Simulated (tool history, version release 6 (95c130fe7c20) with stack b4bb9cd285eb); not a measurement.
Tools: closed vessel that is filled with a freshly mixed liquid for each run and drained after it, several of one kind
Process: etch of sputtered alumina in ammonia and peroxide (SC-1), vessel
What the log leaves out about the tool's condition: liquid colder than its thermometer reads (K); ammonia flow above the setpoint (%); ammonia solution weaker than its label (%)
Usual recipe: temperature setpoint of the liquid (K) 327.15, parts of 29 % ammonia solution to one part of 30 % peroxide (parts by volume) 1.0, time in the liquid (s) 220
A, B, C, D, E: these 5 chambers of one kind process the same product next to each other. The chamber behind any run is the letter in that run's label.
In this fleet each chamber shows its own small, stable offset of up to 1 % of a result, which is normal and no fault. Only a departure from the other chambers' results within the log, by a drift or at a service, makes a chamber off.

run   hour  temperature setpoint of the liquid (K)  parts of 29 % ammonia solution to one part of 30 % peroxide (parts by volume)  time in the liquid (s)  hours since the thermometer was replaced  hours since the ammonia flow meter was replaced  hours since the drum of ammonia solution was connected  read-back film thickness of the sputtered alumina reference wafer, read on the same gauge (nm)  thickness taken off the sputtered alumina on a monitor wafer (Å)
 1C    7.3                                  327.15                                                                            1.0                     220                                      70.1                                           1546.9                                                    68.7                                                                                          129.99                                                            169.70
 2B   14.1                                  327.15                                                                            1.0                     220                                    1194.6                                             66.7                                                   327.5                                                                                          130.02                                                            169.83
 3E   19.3                                  327.15                                                                            1.0                     220                                     673.7                                            459.1                                                   472.6                                                                                          130.06                                                            169.90
      24.9  -- chamber D: thermometer replaced
 4A   25.0                                  327.15                                                                            1.0                     220                                     289.0                                            427.6                                                   568.6                                                                                          129.97                                                            171.10
 5D   29.4                                  327.15                                                                            1.0                     220                                       4.5                                            192.1                                                   482.2                                                                                          130.04                                                            168.97
 6C   37.5                                  327.15                                                                            1.0                     220                                     100.3                                           1577.1                                                    98.9                                                                                          130.00                                                            171.94
 7E   43.6                                  327.15                                                                            1.0                     220                                     698.0                                            483.4                                                   496.9                                                                                          130.00                                                            170.67
 8B   48.9                                  327.15                                                                            1.0                     220                                    1229.4                                            101.5                                                   362.3                                                                                          129.99                                                            171.37
      50.1  -- chamber A: new drum of ammonia solution connected
 9D   54.7                                  327.15                                                                            1.0                     220                                      29.8                                            217.4                                                   507.5                                                                                          130.00                                                            170.60
10A   63.6                                  327.15                                                                            1.0                     220                                     327.6                                            466.2                                                    13.6                                                                                          130.03                                                            170.00
      70.0  -- chamber C: ammonia flow meter replaced
11D   70.7                                  327.15                                                                            0.6                     220                                      45.8                                            233.4                                                   523.5                                                                                          130.02                                                            161.20
12B   78.3                                  327.15                                                                            0.6                     220                                    1258.8                                            130.9                                                   391.7                                                                                          130.01                                                            162.09
13C   86.2                                  327.15                                                                            0.6                     220                                     149.0                                             16.3                                                   147.6                                                                                          129.99                                                            160.31
14A   92.2                                  327.15                                                                            0.6                     220                                     356.2                                            494.8                                                    42.2                                                                                          130.01                                                            162.38
15E   99.2                                  327.15                                                                            0.6                     220                                     753.6                                            539.0                                                   552.5                                                                                          129.98                                                            161.15
16E  103.9                                  327.15                                                                            1.0                     220                                     758.3                                            543.7                                                   557.2                                                                                          129.97                                                            170.69
17B  109.1                                  327.15                                                                            1.0                     220                                    1289.6                                            161.7                                                   422.5                                                                                          129.94                                                            172.23
18C  118.7                                  327.15                                                                            1.0                     220                                     181.5                                             48.8                                                   180.1                                                                                          129.98                                                            170.99
19A  124.3                                  327.15                                                                            1.0                     220                                     388.3                                            526.9                                                    74.3                                                                                          130.02                                                            170.00
20D  132.3                                  327.15                                                                            1.0                     220                                     107.4                                            295.0                                                   585.1                                                                                          129.98                                                            168.87
21E  137.9                                  327.15                                                                            1.0                     220                                     792.3                                            577.7                                                   591.2                                                                                          130.03                                                            169.28
22D  143.7                                  327.15                                                                            1.0                     220                                     118.8                                            306.4                                                   596.5                                                                                          129.98                                                            167.15
23A  153.1                                  335.15                                                                            1.2                     220                                     417.1                                            555.7                                                   103.1                                                                                          130.00                                                            264.56
24B  162.6                                  335.15                                                                            1.2                     220                                    1343.1                                            215.2                                                   476.0                                                                                          130.01                                                            262.24
25C  170.8                                  335.15                                                                            1.2                     220                                     233.6                                            100.9                                                   232.2                                                                                          129.98                                                            261.66
26C  176.2                                  335.15                                                                            1.2                     220                                     239.0                                            106.3                                                   237.6                                                                                          129.95                                                            261.09
27B  185.0                                  335.15                                                                            1.2                     220                                    1365.5                                            237.6                                                   498.4                                                                                          129.96                                                            263.68
28A  191.0                                  327.15                                                                            1.0                     220                                     455.0                                            593.6                                                   141.0                                                                                          129.99                                                            172.31
     192.5  -- chamber C: new drum of ammonia solution connected
29E  195.2                                  327.15                                                                            1.0                     220                                     849.6                                            635.0                                                   648.5                                                                                          130.00                                                            168.72
30D  200.8                                  330.65                                                                            1.2                     220                                     175.9                                            363.5                                                   653.6                                                                                          130.00                                                            207.67
31B  207.1                                  330.65                                                                            1.2                     220                                    1387.6                                            259.7                                                   520.5                                                                                          130.00                                                            209.26
32A  211.7                                  330.65                                                                            1.2                     220                                     475.7                                            614.3                                                   161.7                                                                                          129.96                                                            206.71
33D  220.4                                  330.65                                                                            1.2                     220                                     195.5                                            383.1                                                   673.2                                                                                          130.02                                                            209.31
34E  228.6                                  330.65                                                                            1.2                     220                                     883.0                                            668.4                                                   681.9                                                                                          130.01                                                            209.30
35C  236.5                                  327.15                                                                            1.0                     220                                     299.3                                            166.6                                                    44.0                                                                                          129.97                                                            169.84
36A  245.5                                  327.15                                                                            1.0                     220                                     509.5                                            648.1                                                   195.5                                                                                          130.02                                                            173.39
37D  253.4                                  327.15                                                                            1.0                     220                                     228.5                                            416.1                                                   706.2                                                                                          129.99                                                            170.84
38B  262.9                                  327.15                                                                            1.0                     220                                    1443.4                                            315.5                                                   576.3                                                                                          129.95                                                            171.53
39C  267.5                                  327.15                                                                            1.0                     320                                     330.3                                            197.6                                                    75.0                                                                                          129.99                                                            246.97
40E  274.5                                  327.15                                                                            1.0                     320                                     928.9                                            714.3                                                   727.8                                                                                          129.98                                                            245.47

All 5 chambers run these settings next. Forecast each chamber's results:
41A  281.5                                  319.65                                                                            1.0                     220                                                                                                                                                                                                                                                                                                                    ?
41B  281.5                                  319.65                                                                            1.0                     220                                                                                                                                                                                                                                                                                                                    ?
41C  281.5                                  319.65                                                                            1.0                     220                                                                                                                                                                                                                                                                                                                    ?
41D  281.5                                  319.65                                                                            1.0                     220                                                                                                                                                                                                                                                                                                                    ?
41E  281.5                                  319.65                                                                            1.0                     220                                                                                                                                                                                                                                                                                                                    ?

run  thickness taken off the sputtered alumina on a monitor wafer (Å)
41A                                                            113.31
41B                                                            113.93
41C                                                            113.50
41D                                                            115.23
41E                                                            112.28
